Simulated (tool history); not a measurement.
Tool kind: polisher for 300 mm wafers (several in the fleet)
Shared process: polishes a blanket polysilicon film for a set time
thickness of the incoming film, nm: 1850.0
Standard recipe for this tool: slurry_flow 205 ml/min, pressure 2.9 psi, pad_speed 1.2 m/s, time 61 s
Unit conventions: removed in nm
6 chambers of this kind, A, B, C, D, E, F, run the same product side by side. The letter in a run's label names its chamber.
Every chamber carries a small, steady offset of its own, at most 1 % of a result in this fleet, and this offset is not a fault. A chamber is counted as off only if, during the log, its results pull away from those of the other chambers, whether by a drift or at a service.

At hour 0.9: chamber D: worn pad replaced by a new one.
Run 1D, hour 6.7: usual settings. Result: removed 641.01 nm.
At hour 13.9: chamber B: slurry nozzle cleaned.
Run 2F, hour 14.6: usual settings. Result: removed 651.3 nm.
At hour 15: chamber F: worn pad replaced by a new one.
At hour 19.1: chamber E: worn pad replaced by a new one.
Run 3A, hour 22.9: usual settings. Result: removed 641.85 nm.
Run 4C, hour 30.4: usual settings. Result: removed 641.63 nm.
Run 5E, hour 36.7: usual settings. Result: removed 649.24 nm.
At hour 40.4: chamber C: worn pad replaced by a new one.
Run 6B, hour 43.1: usual settings but pad_speed 1.36 m/s. Result: removed 738.73 nm.
Run 7F, hour 47.9: usual settings but pad_speed 1.36 m/s. Result: removed 733.39 nm.
Run 8A, hour 56.9: usual settings but pad_speed 1.36 m/s. Result: removed 719.41 nm.
At hour 58.7: chamber A: worn pad replaced by a new one.
Run 9C, hour 63.8: usual settings but pad_speed 1.36 m/s. Result: removed 738.18 nm.
At hour 67.1: chamber D: worn pad replaced by a new one.
Run 10D, hour 68.2: usual settings but pad_speed 1.36 m/s. Result: removed 716.54 nm.
At hour 71.2: chamber B: worn pad replaced by a new one.
At hour 74.7: chamber F: worn pad replaced by a new one.
Run 11B, hour 75.2: usual settings but pad_speed 1.36 m/s. Result: removed 739.01 nm.
At hour 76.3: chamber E: worn pad replaced by a new one.
Run 12E, hour 81.7: usual settings. Result: removed 648.33 nm.
Run 13A, hour 87.4: usual settings. Result: removed 639.46 nm.
At hour 92.4: chamber F: head pressure recalibrated.
At hour 93.4: chamber C: worn pad replaced by a new one.
Run 14C, hour 95: usual settings. Result: removed 648.1 nm.
Run 15F, hour 100.1: usual settings but slurry_flow 170 ml/min. Result: removed 625.76 nm.
Run 16B, hour 107.4: usual settings but slurry_flow 170 ml/min. Result: removed 635.47 nm.
Run 17E, hour 116.6: usual settings but slurry_flow 170 ml/min. Result: removed 640.36 nm.
Run 18D, hour 123.2: usual settings but slurry_flow 170 ml/min. Result: removed 620.78 nm.
At hour 124.7: chamber D: worn pad replaced by a new one.
At hour 126.9: chamber E: worn pad replaced by a new one.
Run 19C, hour 129.1: usual settings but slurry_flow 170 ml/min. Result: removed 625.69 nm.
Run 20B, hour 133.6: usual settings but slurry_flow 170 ml/min. Result: removed 621.69 nm.
At hour 138.7: chamber F: worn pad replaced by a new one.
At hour 138.7: chamber A: worn pad replaced by a new one.
Run 21D, hour 140.6: usual settings. Result: removed 631.84 nm.
Run 22E, hour 148.2: usual settings. Result: removed 664.62 nm.
At hour 149.6: chamber C: worn pad replaced by a new one.
Run 23F, hour 156.6: usual settings. Result: removed 653.74 nm.
Run 24A, hour 165.8: usual settings. Result: removed 644.13 nm.
At hour 168.4: chamber B: worn pad replaced by a new one.
Run 25F, hour 171.7: usual settings. Result: removed 650.67 nm.
At hour 177.2: chamber D: worn pad replaced by a new one.
Run 26B, hour 181.8: usual settings but slurry_flow 270 ml/min, time 48 s. Result: removed 530.39 nm.
At hour 186.8: chamber E: worn pad replaced by a new one.
Run 27A, hour 191: usual settings but slurry_flow 270 ml/min, time 48 s. Result: removed 520.23 nm.
At hour 196.2: chamber F: worn pad replaced by a new one.
Run 28E, hour 198.8: usual settings but slurry_flow 270 ml/min, time 48 s. Result: removed 542.04 nm.
Run 29D, hour 204.3: usual settings but slurry_flow 270 ml/min, time 48 s. Result: removed 510.56 nm.
At hour 204.9: chamber C: worn pad replaced by a new one.
Run 30C, hour 212.3: usual settings but slurry_flow 270 ml/min, time 48 s. Result: removed 532.22 nm.
Run 31E, hour 217.6: usual settings but slurry_flow 270 ml/min, time 48 s. Result: removed 541.91 nm.
At hour 221.6: chamber A: worn pad replaced by a new one.
Run 32C, hour 226.7: usual settings. Result: removed 641.1 nm.
At hour 229.4: chamber D: worn pad replaced by a new one.
Run 33D, hour 232.8: usual settings but slurry_flow 235 ml/min. Result: removed 648.09 nm.
Run 34A, hour 238.1: usual settings but slurry_flow 235 ml/min. Result: removed 642.52 nm.
Run 35F, hour 242.7: usual settings but slurry_flow 235 ml/min. Result: removed 652.92 nm.
At hour 249.7: chamber E: worn pad replaced by a new one.
Run 36B, hour 251.3: usual settings but slurry_flow 235 ml/min. Result: removed 660.77 nm.
Run 37F, hour 256.9: usual settings but slurry_flow 235 ml/min. Result: removed 657.71 nm.
Run 38B, hour 264.5: usual settings but slurry_flow 235 ml/min. Result: removed 650.31 nm.
Run 39A, hour 270.2: usual settings but pad_speed 1.38 m/s, time 44 s. Result: removed 528.85 nm.
At hour 271.8: chamber C: worn pad replaced by a new one.
Run 40D, hour 277: usual settings but pad_speed 1.38 m/s, time 44 s. Result: removed 526.31 nm.
Run 41C, hour 285.5: usual settings but pad_speed 1.38 m/s, time 44 s. Result: removed 537.98 nm.
Run 42E, hour 295.4: usual settings but pad_speed 1.38 m/s, time 44 s. Result: removed 575.05 nm.

Next, every chamber runs the same settings. What will each give?
Run 43A, hour 302.6: usual settings but pressure 3.4 psi. Result: removed ?.
Run 43B, hour 302.6: usual settings but pressure 3.4 psi. Result: removed ?.
Run 43C, hour 302.6: usual settings but pressure 3.4 psi. Result: removed ?.
Run 43D, hour 302.6: usual settings but pressure 3.4 psi. Result: removed ?.
Run 43E, hour 302.6: usual settings but pressure 3.4 psi. Result: removed ?.
Run 43F, hour 302.6: usual settings but pressure 3.4 psi. Result: removed ?.

run  removed
43A   749.96
43B   765.47
43C    761.2
43D   741.35
43E    807.3
43F   765.25
